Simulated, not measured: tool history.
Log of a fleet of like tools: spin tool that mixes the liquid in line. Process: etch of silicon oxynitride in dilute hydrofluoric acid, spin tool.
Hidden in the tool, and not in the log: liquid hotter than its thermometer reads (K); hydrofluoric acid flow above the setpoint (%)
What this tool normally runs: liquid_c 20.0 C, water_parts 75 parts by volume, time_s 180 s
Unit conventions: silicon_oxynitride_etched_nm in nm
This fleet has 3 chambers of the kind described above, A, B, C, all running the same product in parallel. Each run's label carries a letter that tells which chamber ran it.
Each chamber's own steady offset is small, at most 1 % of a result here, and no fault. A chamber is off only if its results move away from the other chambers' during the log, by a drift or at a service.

run	hour	liquid_c	water_parts	time_s	hours since the thermometer was replaced	hours since the hydrofluoric acid flow meter was replaced	read-back film thickness of the silicon oxynitride reference wafer, read on the same gauge (nm)	silicon_oxynitride_etched_nm
1A	4.6	20.0	75	180	943.9	485.1	140.01	2.9655
2C	10.7	20.0	75	180	1051.8	617.4	140.02	2.9383
3B	17.2	20.0	75	180	726.1	2320.0	139.99	3.0221
4A	22.7	20.0	75	180	962.0	503.2	140.00	2.8962
5B	27.5	20.0	75	180	736.4	2330.3	140.01	2.9825
6C	32.3	18.0	95	180	1073.4	639.0	139.99	2.0609
7C	37.5	18.0	95	180	1078.6	644.2	139.99	2.0696
8A	43.9	18.0	95	180	983.2	524.4	140.02	2.0633
9B	48.2	20.0	75	180	757.1	2351.0	139.98	3.0385
10B	52.3	20.0	75	180	761.2	2355.1	140.00	2.9751
11C	59.9	20.0	75	180	1101.0	666.6	139.98	2.9172
12A	66.5	20.0	75	180	1005.8	547.0	140.04	3.0446
13A	74.2	17.0	105	180	1013.5	554.7	140.00	1.8617
14B	82.8	17.0	105	180	791.7	2385.6	140.00	1.7944
15C	88.3	17.0	105	180	1129.4	695.0	140.03	1.7470
16A	94.6	20.0	75	180	1033.9	575.1	140.03	3.1441
17C	99.2	20.0	75	180	1140.3	705.9	139.98	2.8911
18B	103.1	20.0	75	180	812.0	2405.9	140.03	2.9470
19A	110.5	21.5	75	180	1049.8	591.0	140.00	3.4678
20C	118.4	21.5	75	180	1159.5	725.1	140.03	3.1753
21B	126.0	21.5	75	180	834.9	2428.8	140.00	3.1722
22B	134.4	20.0	75	180	843.3	2437.2	140.01	3.0144

Predict what each chamber gives when all 3 of them run the settings below next.
23A	140.8	20.0	75	180				?
23B	140.8	20.0	75	180				?
23C	140.8	20.0	75	180				?

run	silicon_oxynitride_etched_nm
23A	3.3411
23B	2.9530
23C	2.9233
